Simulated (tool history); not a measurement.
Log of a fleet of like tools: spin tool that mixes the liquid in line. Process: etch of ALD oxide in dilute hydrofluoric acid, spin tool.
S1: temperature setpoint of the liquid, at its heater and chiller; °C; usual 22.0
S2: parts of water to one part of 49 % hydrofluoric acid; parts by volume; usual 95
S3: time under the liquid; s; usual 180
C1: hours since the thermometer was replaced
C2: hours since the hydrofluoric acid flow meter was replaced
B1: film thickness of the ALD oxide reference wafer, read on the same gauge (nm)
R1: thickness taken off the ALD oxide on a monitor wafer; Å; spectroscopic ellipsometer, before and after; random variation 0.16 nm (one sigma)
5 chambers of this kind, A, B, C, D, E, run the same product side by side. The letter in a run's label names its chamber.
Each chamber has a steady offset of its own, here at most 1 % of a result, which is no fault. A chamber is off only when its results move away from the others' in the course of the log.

run   hour    S1  S2   S3      C1      C2      B1      R1
 1A    2.6  22.0  95  180   607.8   360.6  29.997  172.11
 2D    5.2  22.0  95  180   150.4  1256.8  29.972  170.13
 3E    9.9  22.0  95  180  1086.4   230.4  29.963  171.28
 4B   14.9  22.0  95  180  1836.2   435.3  30.031  174.83
 5C   18.6  22.0  95  180  1583.7   483.5  30.026  172.93
      21.7  -- chamber B: hydrofluoric acid flow meter replaced
 6B   22.0  22.0  50  180  1843.3     0.4  30.038  354.23
 7E   26.2  22.0  50  180  1102.7   246.7  30.009  350.85
 8A   31.6  22.0  50  180   636.8   389.6  30.042  347.01
 9C   36.1  22.0  50  180  1601.2   501.0  29.990  352.36
10D   40.9  22.0  50  180   186.1  1292.5  30.010  341.69
11D   46.2  22.0  95  265   191.4  1297.8  30.034  252.13
12E   51.6  22.0  95  265  1128.1   272.1  30.036  262.60
13C   55.0  22.0  95  265  1620.1   519.9  29.949  252.62
14B   58.2  22.0  95  265  1879.5    36.6  29.999  252.51
15A   60.8  22.0  95  265   666.0   418.8  29.995  256.63
16C   64.5  22.0  95  180  1629.6   529.4  29.997  174.19
17E   67.4  23.5  95  230  1143.9   287.9  29.990  243.96
18D   72.6  23.5  95  230   217.8  1324.2  30.009  232.11
19A   75.8  23.5  95  230   681.0   433.8  30.026  233.76
20B   80.2  23.5  95  230  1901.5    58.6  29.950  234.90
21B   83.9  23.5  95  230  1905.2    62.3  30.028  231.98
22C   87.0  20.5  95  270  1652.1   551.9  30.004  241.70
23E   92.0  20.5  95  270  1168.5   312.5  30.001  259.23
24D   96.4  20.5  95  270   241.6  1348.0  29.957  239.71
25A   99.0  20.5  95  270   704.2   457.0  29.982  246.27
26C  103.9  20.5  95  270  1669.0   568.8  30.026  240.78
27A  107.3  22.0  95  180   712.5   465.3  29.972  168.86
28E  112.5  22.0  95  180  1189.0   333.0  29.979  188.41
29D  117.5  22.0  95  180   262.7  1369.1  30.031  171.57
30B  120.8  22.0  95  180  1942.1    99.2  30.005  172.62
31B  125.5  22.0  95  180  1946.8   103.9  29.994  170.97
32E  128.5  22.0  95  180  1205.0   349.0  29.937  190.71

All 5 chambers run these settings next. Forecast each chamber's results:
33A  132.5  22.0  135  180               ?
33B  132.5  22.0  135  180               ?
33C  132.5  22.0  135  180               ?
33D  132.5  22.0  135  180               ?
33E  132.5  22.0  135  180               ?

run      R1
33A  115.79
33B  115.87
33C  115.56
33D  114.42
33E  128.33
